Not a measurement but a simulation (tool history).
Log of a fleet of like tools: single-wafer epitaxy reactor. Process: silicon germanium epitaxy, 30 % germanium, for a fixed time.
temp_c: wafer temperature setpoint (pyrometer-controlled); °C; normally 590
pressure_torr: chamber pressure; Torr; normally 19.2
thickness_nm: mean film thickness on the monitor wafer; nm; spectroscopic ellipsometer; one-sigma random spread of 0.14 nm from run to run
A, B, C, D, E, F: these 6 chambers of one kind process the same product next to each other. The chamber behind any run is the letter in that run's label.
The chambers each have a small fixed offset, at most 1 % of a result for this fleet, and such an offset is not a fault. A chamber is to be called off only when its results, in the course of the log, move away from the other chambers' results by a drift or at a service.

| run | hour | temp_c | pressure_torr | read-back reference wafer on the same gauge, thickness_nm | thickness_nm |
|---|---|---|---|---|---|
| 1F | 10.2 | 590 | 19.2 | 42.082 | 48.012 |
| 2A | 17.1 | 590 | 19.2 | 42.086 | 48.375 |
| 3C | 24.6 | 590 | 19.2 | 42.113 | 47.879 |
| 4E | 34.7 | 590 | 19.2 | 42.087 | 47.979 |
| 5D | 43.5 | 590 | 19.2 | 42.079 | 47.987 |
| 6B | 50.7 | 590 | 19.2 | 42.117 | 48.414 |
| 7A | 60.1 | 590 | 23.5 | 42.091 | 52.541 |
| 8B | 71.4 | 590 | 23.5 | 42.105 | 52.505 |
| 9F | 80.9 | 590 | 23.5 | 42.140 | 52.146 |
| 10D | 90.5 | 590 | 23.5 | 42.099 | 51.899 |
| 11C | 97.3 | 590 | 23.5 | 42.101 | 51.906 |
| 12E | 104.3 | 590 | 23.5 | 42.094 | 52.246 |
| 13D | 114.9 | 590 | 19.2 | 42.082 | 47.979 |
| 14C | 120.8 | 581 | 17.3 | 42.127 | 38.907 |
| 15E | 129.5 | 581 | 17.3 | 42.070 | 38.988 |
|  | 131.0 | chamber E: pyrometer calibrated |
| 16F | 135.9 | 581 | 17.3 | 42.118 | 39.030 |
| 17B | 146.7 | 581 | 17.3 | 42.082 | 39.171 |
| 18A | 156.9 | 581 | 17.3 | 42.100 | 39.427 |
| 19D | 166.0 | 581 | 17.3 | 42.098 | 38.899 |
| 20B | 176.8 | 590 | 19.2 | 42.108 | 48.310 |
| 21A | 182.7 | 590 | 19.2 | 42.111 | 48.786 |
| 22E | 190.2 | 590 | 19.2 | 42.084 | 46.817 |
| 23F | 201.4 | 590 | 19.2 | 42.083 | 47.979 |
| 24C | 209.5 | 590 | 19.2 | 42.101 | 47.847 |
| 25F | 217.2 | 590 | 19.2 | 42.088 | 48.112 |
| 26C | 227.5 | 590 | 19.2 | 42.119 | 47.975 |
| 27B | 232.7 | 590 | 19.2 | 42.103 | 48.459 |
| 28D | 238.0 | 590 | 22.1 | 42.087 | 50.683 |
| 29E | 246.2 | 590 | 22.1 | 42.106 | 49.964 |
| 30A | 256.3 | 590 | 22.1 | 42.108 | 51.432 |
| 31D | 266.7 | 590 | 22.1 | 42.090 | 50.931 |
| 32C | 278.2 | 590 | 22.1 | 42.107 | 50.831 |
| 33B | 288.5 | 590 | 22.1 | 42.099 | 51.133 |
| 34E | 294.4 | 590 | 19.2 | 42.087 | 46.780 |
| 35F | 305.2 | 590 | 19.2 | 42.101 | 48.167 |
| 36A | 314.1 | 590 | 19.2 | 42.110 | 48.516 |
| 37D | 325.7 | 590 | 19.2 | 42.112 | 48.297 |
| 38B | 333.4 | 590 | 19.2 | 42.105 | 48.606 |
| 39C | 341.2 | 590 | 19.2 | 42.125 | 47.972 |
| 40A | 348.2 | 590 | 19.2 | 42.115 | 48.584 |

Does one chamber stand apart from the rest, does the shared gauge drift, or is all well apart from small per-chamber offsets? Give the chamber and the most likely cause, where there is one.

A service on chamber E put it out of line with the rest.
What lies behind it: wafer temperature below the value expected at the setpoint (K) = 1.12.

Chamber E could run next with any of the 4 candidate recipes listed below; each alters the usual settings, and their results appear as question marks. Which one brings its results back in line with what the other chambers deliver on the usual settings?
Maximum distance from the other chambers' mean on the usual settings for a result to count as in line: thickness_nm 0.490 nm
| 41E-1 | 356.6 | 590 | 18.8 |  | ? |
| 41E-2 | 356.6 | 590 | 17.9 |  | ? |
| 41E-3 | 356.6 | 590 | 19.6 |  | ? |
| 41E-4 | 356.6 | 590 | 20.5 |  | ? |

The mean the other chambers reach with the usual settings: thickness_nm 48.255 nm
| run | thickness_nm |
|---|---|
| 41E-1 | 46.663 |
| 41E-2 | 45.746 |
| 41E-3 | 47.456 |
| 41E-4 | 48.325 |
With 41E-4, the chamber falls back in line with the rest.

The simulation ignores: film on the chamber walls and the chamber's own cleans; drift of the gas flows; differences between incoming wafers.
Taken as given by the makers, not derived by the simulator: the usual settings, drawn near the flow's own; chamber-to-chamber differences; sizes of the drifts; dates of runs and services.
